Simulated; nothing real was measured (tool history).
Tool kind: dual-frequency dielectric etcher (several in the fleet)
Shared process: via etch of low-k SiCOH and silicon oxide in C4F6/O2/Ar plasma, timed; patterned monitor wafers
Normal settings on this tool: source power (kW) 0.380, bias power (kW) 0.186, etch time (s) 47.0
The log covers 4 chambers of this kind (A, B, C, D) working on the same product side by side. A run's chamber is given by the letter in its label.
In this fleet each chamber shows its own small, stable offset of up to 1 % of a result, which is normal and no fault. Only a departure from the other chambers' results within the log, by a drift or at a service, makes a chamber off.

run    day  source power (kW)  bias power (kW)  etch time (s)  read-back reference wafer on the same gauge, depth_nm  mean etch depth across the wafer (Å)
     0.308  -- chamber A: bias power generator calibrated
 1A  0.442              0.380            0.186           47.0                                                 112.98                               1098.00
 2C  0.758              0.380            0.186           47.0                                                 112.92                               1091.60
 3B  1.138              0.380            0.186           47.0                                                 113.04                               1087.90
     1.333  -- chamber B: wet clean of the chamber
 4D  1.375              0.380            0.186           47.0                                                 112.97                               1100.30
 5A  1.821              0.380            0.186           47.0                                                 113.09                               1101.30
 6D  2.158              0.380            0.186           47.0                                                 113.05                               1106.60
 7C  2.550              0.380            0.186           47.0                                                 112.93                               1097.90
 8B  2.871              0.380            0.186           47.0                                                 113.12                               1091.30
 9B  3.108              0.380            0.186           58.0                                                 112.95                               1362.10
10C  3.533              0.380            0.186           58.0                                                 113.08                               1346.80
11A  3.804              0.380            0.186           58.0                                                 112.99                               1359.30
12D  4.254              0.380            0.186           58.0                                                 112.97                               1362.20
13A  4.592              0.380            0.186           47.0                                                 112.91                               1102.30
14B  4.871              0.290            0.206           47.0                                                 113.12                               1020.20
15D  5.108              0.290            0.206           47.0                                                 112.96                               1029.80
     5.167  -- chamber C: wet clean of the chamber
16C  5.425              0.290            0.206           47.0                                                 112.98                                990.15
17C  5.729              0.290            0.206           47.0                                                 112.94                                978.13
18B  5.979              0.380            0.143           56.5                                                 113.00                               1206.50
19A  6.200              0.380            0.143           56.5                                                 112.97                               1218.50
     6.417  -- chamber D: wet clean of the chamber
20D  6.467              0.380            0.143           56.5                                                 112.99                               1221.70
21A  6.888              0.380            0.143           56.5                                                 113.02                               1219.50
22C  7.312              0.380            0.186           47.0                                                 112.97                               1054.60
23B  7.617              0.310            0.186           47.0                                                 113.02                               1014.80
24D  7.983              0.310            0.186           47.0                                                 112.95                               1021.10
25A  8.196              0.310            0.186           47.0                                                 113.08                               1016.90
26C  8.446              0.310            0.186           47.0                                                 113.01                                970.64
27D  8.696              0.380            0.186           33.5                                                 112.99                                785.00

All chambers now run identical settings, listed one chamber a line with results as question marks. What results will each chamber show?
28A  9.021              0.380            0.186           47.0                                                                                            ?
28B  9.021              0.380            0.186           47.0                                                                                            ?
28C  9.021              0.380            0.186           47.0                                                                                            ?
28D  9.021              0.380            0.186           47.0                                                                                            ?

run  mean etch depth across the wafer (Å)
28A                               1090.60
28B                               1090.40
28C                               1053.80
28D                               1100.50
